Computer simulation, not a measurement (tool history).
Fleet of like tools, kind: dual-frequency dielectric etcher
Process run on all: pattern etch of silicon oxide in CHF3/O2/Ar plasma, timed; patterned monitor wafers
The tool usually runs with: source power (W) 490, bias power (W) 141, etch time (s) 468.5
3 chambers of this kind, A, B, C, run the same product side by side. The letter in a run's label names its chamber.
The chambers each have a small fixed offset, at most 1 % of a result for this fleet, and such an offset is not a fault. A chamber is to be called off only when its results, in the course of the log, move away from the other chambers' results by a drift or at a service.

run	hour	source power (W)	bias power (W)	etch time (s)	read-back reference wafer on the same gauge, depth_nm	mean etch depth across the wafer (angstrom)
1B	2.9	490	141	468.5	862.93	7956.8
2A	6	490	141	468.5	863.12	7939.9
3C	10.1	490	141	468.5	863.55	7936.1
4B	14.2	490	141	468.5	863.5	7979.3
5A	16.9	490	141	468.5	863.79	7943.2
6C	20.9	490	141	468.5	863.61	7957.9
7A	25.1	490	141	364.5	864.09	6182.9
8B	30.4	490	141	364.5	864.36	6216.3
9C	36.2	490	141	364.5	864.39	6176.3
10B	41.1	490	141	468.5	864.5	7987
11C	46.4	490	162	468.5	864.52	8329.2
12A	50	490	162	468.5	864.81	8325.8
13C	53.6	490	162	468.5	865.27	8315.2
14A	57.7	490	141	468.5	865.1	7946.6
15B	61.8	490	141	468.5	865.21	7995
16A	65.7	490	141	468.5	865.41	7941.2
17B	68.4	450	122	468.5	865.22	7382.2
18C	71.3	450	122	468.5	865.53	7377.8
19B	74.9	450	122	468.5	865.72	7386.9
20A	79.4	490	141	468.5	866.08	7974.7
21C	83.1	490	141	468.5	865.65	7965
22A	86.7	490	141	468.5	866.56	7963.6
23B	90.1	490	141	468.5	866.28	8000
24C	94	590	141	389	866.3	7089.9
25A	98.8	590	141	389	866.5	7127.2
26C	102.4	590	141	389	866.8	7112.2
27B	108.3	490	141	468.5	866.98	8006.3
28A	112.7	490	141	468.5	867.24	7961.4
29B	116.7	490	141	468.5	866.95	8029.1
30C	119.8	490	141	468.5	867.4	7966.7
31B	124.1	490	141	468.5	867.69	8010.2
32C	128.4	490	141	468.5	867.74	7988.1
33A	132.1	490	141	468.5	867.5	8004.5
34A	137.8	490	141	468.5	867.91	7999.6
35C	141.4	590	141	427	867.91	7814.5
36B	144.7	590	141	427	868.12	7857.1
37A	150.6	590	141	427	868.54	7815.3

For the next run the whole fleet of 3 chambers uses the same settings. Give each chamber's results:
38A	154.9	490	141	468.5		?
38B	154.9	490	141	468.5		?
38C	154.9	490	141	468.5		?

run	mean etch depth across the wafer (angstrom)
38A	7979.9
38B	8039
38C	7984.5
